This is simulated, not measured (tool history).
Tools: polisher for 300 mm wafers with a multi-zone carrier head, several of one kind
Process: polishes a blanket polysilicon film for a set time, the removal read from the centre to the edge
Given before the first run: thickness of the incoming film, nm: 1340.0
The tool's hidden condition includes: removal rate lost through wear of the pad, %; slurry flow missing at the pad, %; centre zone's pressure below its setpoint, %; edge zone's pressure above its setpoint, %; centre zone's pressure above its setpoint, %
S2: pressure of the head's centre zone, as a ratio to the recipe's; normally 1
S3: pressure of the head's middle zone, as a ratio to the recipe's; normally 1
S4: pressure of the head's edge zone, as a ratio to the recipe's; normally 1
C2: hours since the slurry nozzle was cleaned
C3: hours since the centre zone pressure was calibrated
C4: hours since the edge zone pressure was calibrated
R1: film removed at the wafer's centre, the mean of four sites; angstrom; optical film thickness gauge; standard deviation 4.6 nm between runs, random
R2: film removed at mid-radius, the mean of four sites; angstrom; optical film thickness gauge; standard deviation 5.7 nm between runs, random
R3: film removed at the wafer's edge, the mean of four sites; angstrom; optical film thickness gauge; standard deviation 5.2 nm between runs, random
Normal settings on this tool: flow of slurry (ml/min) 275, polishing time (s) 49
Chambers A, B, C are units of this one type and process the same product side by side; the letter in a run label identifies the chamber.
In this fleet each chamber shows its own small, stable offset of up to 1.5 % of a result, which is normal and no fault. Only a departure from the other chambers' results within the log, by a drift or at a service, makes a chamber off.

{"run": "1C", "day": 0.125, "flow of slurry (ml/min)": 275, "S2": 1, "S3": 1, "S4": 1, "polishing time (s)": 49, "wafers polished on this pad": 580, "C2": 3.7, "C3": 876.1, "C4": 874.7, "R1": 4369.7, "R2": 4344.9, "R3": 4466.5}
{"run": "2A", "day": 0.221, "flow of slurry (ml/min)": 275, "S2": 1, "S3": 1, "S4": 1, "polishing time (s)": 49, "wafers polished on this pad": 385, "C2": 650.2, "C3": 245.5, "C4": 922.5, "R1": 4416.3, "R2": 4370.4, "R3": 4368.9}
{"run": "3B", "day": 0.362, "flow of slurry (ml/min)": 275, "S2": 1, "S3": 1, "S4": 1, "polishing time (s)": 49, "wafers polished on this pad": 156, "C2": 20.5, "C3": 537.4, "C4": 558.3, "R1": 4376.1, "R2": 4297, "R3": 4375.7}
{"run": "4A", "day": 0.462, "flow of slurry (ml/min)": 275, "S2": 1, "S3": 1, "S4": 1, "polishing time (s)": 49, "wafers polished on this pad": 446, "C2": 656, "C3": 251.3, "C4": 928.3, "R1": 4391.7, "R2": 4376.7, "R3": 4378}
{"run": "5C", "day": 0.612, "flow of slurry (ml/min)": 275, "S2": 1, "S3": 1, "S4": 1, "polishing time (s)": 49, "wafers polished on this pad": 703, "C2": 15.4, "C3": 887.8, "C4": 886.4, "R1": 4332, "R2": 4403.7, "R3": 4271.8}
{"run": "6B", "day": 0.733, "flow of slurry (ml/min)": 275, "S2": 1, "S3": 1, "S4": 1, "polishing time (s)": 49, "wafers polished on this pad": 249, "C2": 29.4, "C3": 546.3, "C4": 567.2, "R1": 4416.9, "R2": 4313.7, "R3": 4352.1}
{"run": "7B", "day": 0.917, "flow of slurry (ml/min)": 275, "S2": 1, "S3": 1, "S4": 1, "polishing time (s)": 49, "wafers polished on this pad": 296, "C2": 33.8, "C3": 550.7, "C4": 571.6, "R1": 4419.8, "R2": 4329.5, "R3": 4304.8}
{"run": "8C", "day": 1.058, "flow of slurry (ml/min)": 275, "S2": 1, "S3": 1, "S4": 1, "polishing time (s)": 49, "wafers polished on this pad": 816, "C2": 26.1, "C3": 898.5, "C4": 897.1, "R1": 4228.3, "R2": 4216.6, "R3": 4319.8}
{"run": "9A", "day": 1.2, "flow of slurry (ml/min)": 275, "S2": 1, "S3": 1, "S4": 1, "polishing time (s)": 49, "wafers polished on this pad": 632, "C2": 673.7, "C3": 269, "C4": 946, "R1": 4386.9, "R2": 4372.4, "R3": 4349.4}
{"run": "10A", "day": 1.342, "flow of slurry (ml/min)": 275, "S2": 1, "S3": 1, "S4": 1, "polishing time (s)": 49, "wafers polished on this pad": 668, "C2": 677.1, "C3": 272.4, "C4": 949.4, "R1": 4303.7, "R2": 4375.1, "R3": 4386.6}
{"run": "11B", "day": 1.512, "flow of slurry (ml/min)": 275, "S2": 1, "S3": 1, "S4": 1, "polishing time (s)": 49, "wafers polished on this pad": 446, "C2": 48.1, "C3": 565, "C4": 585.9, "R1": 4425.5, "R2": 4282, "R3": 4278}
{"run": "12C", "day": 1.629, "flow of slurry (ml/min)": 275, "S2": 1, "S3": 1, "S4": 1, "polishing time (s)": 49, "wafers polished on this pad": 960, "C2": 39.8, "C3": 912.2, "C4": 910.8, "R1": 4165.7, "R2": 4132.4, "R3": 4276.9}
{"day": 1.762, "done": "chamber A: slurry nozzle cleaned"}
{"run": "13B", "day": 1.783, "flow of slurry (ml/min)": 275, "S2": 1, "S3": 1, "S4": 1, "polishing time (s)": 60, "wafers polished on this pad": 515, "C2": 54.6, "C3": 571.5, "C4": 592.4, "R1": 5432, "R2": 5179.6, "R3": 5377.7}
{"run": "14A", "day": 1.929, "flow of slurry (ml/min)": 275, "S2": 1, "S3": 1, "S4": 1, "polishing time (s)": 60, "wafers polished on this pad": 816, "C2": 4, "C3": 286.5, "C4": 963.5, "R1": 5347.2, "R2": 5156.2, "R3": 5306.3}
{"run": "15C", "day": 2.017, "flow of slurry (ml/min)": 275, "S2": 1, "S3": 1, "S4": 1, "polishing time (s)": 60, "wafers polished on this pad": 1058, "C2": 49.1, "C3": 921.5, "C4": 920.1, "R1": 5035.6, "R2": 5037.5, "R3": 5086.4}
{"run": "16A", "day": 2.175, "flow of slurry (ml/min)": 275, "S2": 1, "S3": 1, "S4": 1, "polishing time (s)": 49, "wafers polished on this pad": 879, "C2": 9.9, "C3": 292.4, "C4": 969.4, "R1": 4505.2, "R2": 4371.5, "R3": 4404}
{"day": 2.317, "done": "chamber B: worn pad replaced by a new one"}
{"run": "17C", "day": 2.317, "flow of slurry (ml/min)": 275, "S2": 1, "S3": 1, "S4": 1, "polishing time (s)": 49, "wafers polished on this pad": 1133, "C2": 56.3, "C3": 928.7, "C4": 927.3, "R1": 4035.9, "R2": 4083.7, "R3": 4156.6}
{"run": "18B", "day": 2.425, "flow of slurry (ml/min)": 275, "S2": 1, "S3": 1, "S4": 1, "polishing time (s)": 49, "wafers polished on this pad": 27, "C2": 70, "C3": 586.9, "C4": 607.8, "R1": 4438.3, "R2": 4292.8, "R3": 4409.7}
{"run": "19B", "day": 2.542, "flow of slurry (ml/min)": 245, "S2": 0.92, "S3": 1, "S4": 1, "polishing time (s)": 49, "wafers polished on this pad": 57, "C2": 72.8, "C3": 589.7, "C4": 610.6, "R1": 3918.9, "R2": 4284, "R3": 4277.6}
{"run": "20A", "day": 2.638, "flow of slurry (ml/min)": 245, "S2": 0.92, "S3": 1, "S4": 1, "polishing time (s)": 49, "wafers polished on this pad": 995, "C2": 21, "C3": 303.5, "C4": 980.5, "R1": 3977.7, "R2": 4270.8, "R3": 4340.8}
{"run": "21C", "day": 2.812, "flow of slurry (ml/min)": 245, "S2": 0.92, "S3": 1, "S4": 1, "polishing time (s)": 49, "wafers polished on this pad": 1259, "C2": 68.2, "C3": 940.6, "C4": 939.2, "R1": 3618.8, "R2": 3870.1, "R3": 3975.8}
{"run": "22B", "day": 2.979, "flow of slurry (ml/min)": 275, "S2": 0.89, "S3": 1, "S4": 1, "polishing time (s)": 49, "wafers polished on this pad": 167, "C2": 83.3, "C3": 600.2, "C4": 621.1, "R1": 3941.8, "R2": 4341.6, "R3": 4376.2}
{"run": "23C", "day": 3.138, "flow of slurry (ml/min)": 275, "S2": 0.89, "S3": 1, "S4": 1, "polishing time (s)": 49, "wafers polished on this pad": 1341, "C2": 76, "C3": 948.4, "C4": 947, "R1": 3449.1, "R2": 3953, "R3": 3891.8}
{"run": "24A", "day": 3.275, "flow of slurry (ml/min)": 275, "S2": 0.89, "S3": 1, "S4": 1, "polishing time (s)": 49, "wafers polished on this pad": 1156, "C2": 36.3, "C3": 318.8, "C4": 995.8, "R1": 3892, "R2": 4355.5, "R3": 4319}
{"day": 3.367, "done": "chamber A: worn pad replaced by a new one"}
{"run": "25B", "day": 3.404, "flow of slurry (ml/min)": 275, "S2": 1, "S3": 1, "S4": 1, "polishing time (s)": 49, "wafers polished on this pad": 275, "C2": 93.5, "C3": 610.4, "C4": 631.3, "R1": 4385, "R2": 4336.8, "R3": 4337.6}
{"run": "26C", "day": 3.512, "flow of slurry (ml/min)": 275, "S2": 1, "S3": 1, "S4": 1, "polishing time (s)": 49, "wafers polished on this pad": 1435, "C2": 85, "C3": 957.4, "C4": 956, "R1": 3900.4, "R2": 3829.3, "R3": 3936.7}
{"run": "27A", "day": 3.604, "flow of slurry (ml/min)": 275, "S2": 1, "S3": 1, "S4": 1, "polishing time (s)": 49, "wafers polished on this pad": 60, "C2": 44.2, "C3": 326.7, "C4": 1003.7, "R1": 4416.2, "R2": 4364.9, "R3": 4319.9}

Each of the 3 chambers runs these same settings next. Fill in every chamber's results:
{"run": "28A", "day": 3.738, "flow of slurry (ml/min)": 275, "S2": 1, "S3": 1, "S4": 1.11, "polishing time (s)": 49, "R1": "?", "R2": "?", "R3": "?"}
{"run": "28B", "day": 3.738, "flow of slurry (ml/min)": 275, "S2": 1, "S3": 1, "S4": 1.11, "polishing time (s)": 49, "R1": "?", "R2": "?", "R3": "?"}
{"run": "28C", "day": 3.738, "flow of slurry (ml/min)": 275, "S2": 1, "S3": 1, "S4": 1.11, "polishing time (s)": 49, "R1": "?", "R2": "?", "R3": "?"}

run=28A R1=4409.3 R2=4381.3 R3=4587.2
run=28B R1=4331.9 R2=4318.8 R3=4610.3
run=28C R1=3895.2 R2=3955.2 R3=4091.1
